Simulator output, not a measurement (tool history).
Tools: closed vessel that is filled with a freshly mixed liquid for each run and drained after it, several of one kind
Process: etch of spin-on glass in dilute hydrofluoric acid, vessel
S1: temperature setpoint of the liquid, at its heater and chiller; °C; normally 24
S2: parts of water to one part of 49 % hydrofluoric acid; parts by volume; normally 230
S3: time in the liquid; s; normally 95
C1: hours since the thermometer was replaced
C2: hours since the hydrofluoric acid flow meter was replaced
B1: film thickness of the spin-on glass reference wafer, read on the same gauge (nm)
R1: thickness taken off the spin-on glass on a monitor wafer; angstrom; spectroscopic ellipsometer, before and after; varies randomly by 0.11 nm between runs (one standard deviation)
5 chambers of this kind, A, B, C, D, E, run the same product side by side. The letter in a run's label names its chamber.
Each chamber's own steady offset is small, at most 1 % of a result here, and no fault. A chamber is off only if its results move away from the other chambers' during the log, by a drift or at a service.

run,day,S1,S2,S3,C1,C2,B1,R1
1C,0.462,24,230,95,1568.6,170.5,50.017,112.490
2D,0.917,24,230,95,2726.2,90.1,49.993,114.540
3A,1.358,24,230,95,976.6,877.1,50.027,114.100
4E,1.717,24,230,95,635.7,236.0,50.024,111.980
5B,2.050,24,230,95,146.2,1434.9,50.001,113.940
6B,2.354,24,230,95,153.5,1442.2,50.021,114.100
7E,2.621,24,230,95,657.4,257.7,50.019,113.910
8A,2.871,24,125,140,1012.9,913.4,50.003,342.080
9C,3.312,24,125,140,1637.0,238.9,50.006,349.630
10D,3.783,24,125,140,2795.0,158.9,50.017,344.770
# day 4.088: chamber C: thermometer replaced
11E,4.183,24,125,140,694.9,295.2,50.027,335.590
12D,4.608,24,125,140,2814.8,178.7,49.959,353.140
13C,5.012,24,230,95,22.3,279.7,50.033,109.960
14B,5.396,24,230,95,226.5,1515.2,49.972,112.440
15A,5.642,24,230,95,1079.4,979.9,50.008,114.140
16D,5.942,24,230,95,2846.8,210.7,50.049,113.850
17C,6.342,24,230,95,54.2,311.6,49.970,110.130
18A,6.679,24,230,95,1104.3,1004.8,49.989,111.870
19B,7.083,24,230,95,267.0,1555.7,49.998,114.690
20E,7.367,24,265,95,771.3,371.6,49.974,95.942
21D,7.675,24,265,95,2888.4,252.3,50.021,94.461
22E,8.038,24,265,95,787.4,387.7,49.997,95.267
23A,8.296,24,265,95,1143.1,1043.6,50.020,96.085
24B,8.521,24,265,95,301.5,1590.2,50.008,95.769
25C,8.796,24,230,95,113.1,370.5,49.982,108.050
26C,9.117,24,230,95,120.8,378.2,49.977,105.600
27D,9.338,24,230,95,2928.3,292.2,49.982,114.100
# day 9.750: chamber E: thermometer replaced
28E,9.796,24,230,95,1.1,429.9,50.012,112.560
29A,10.104,24,230,95,1186.5,1087.0,50.029,113.630
30B,10.446,24,230,135,347.7,1636.4,49.982,162.060

One chamber off, gauge drift, or nothing amiss beyond the chambers' own small offsets? If it is a chamber, which one, and what is the likeliest cause?

One chamber, C, drifts off from the rest bit by bit.
Most likely cause: hydrofluoric acid flow below the setpoint (%) = 5.74.

Which of the 4 candidates below, each the usual settings with something changed and its results left as question marks, puts chamber C back in line with what the other chambers give on the usual settings?
In line means no further than this from the other chambers' mean on the usual settings: R1 3.900 angstrom
31C-1,10.800,24,245,90,,,,?
31C-2,10.800,26,230,95,,,,?
31C-3,10.800,24,240,95,,,,?
31C-4,10.800,24,215,100,,,,?

The mean the other chambers reach with the usual settings: R1 113.550 angstrom
run,R1
31C-1,93.176
31C-2,114.380
31C-3,100.970
31C-4,122.130
31C-2 brings the chamber back in line.
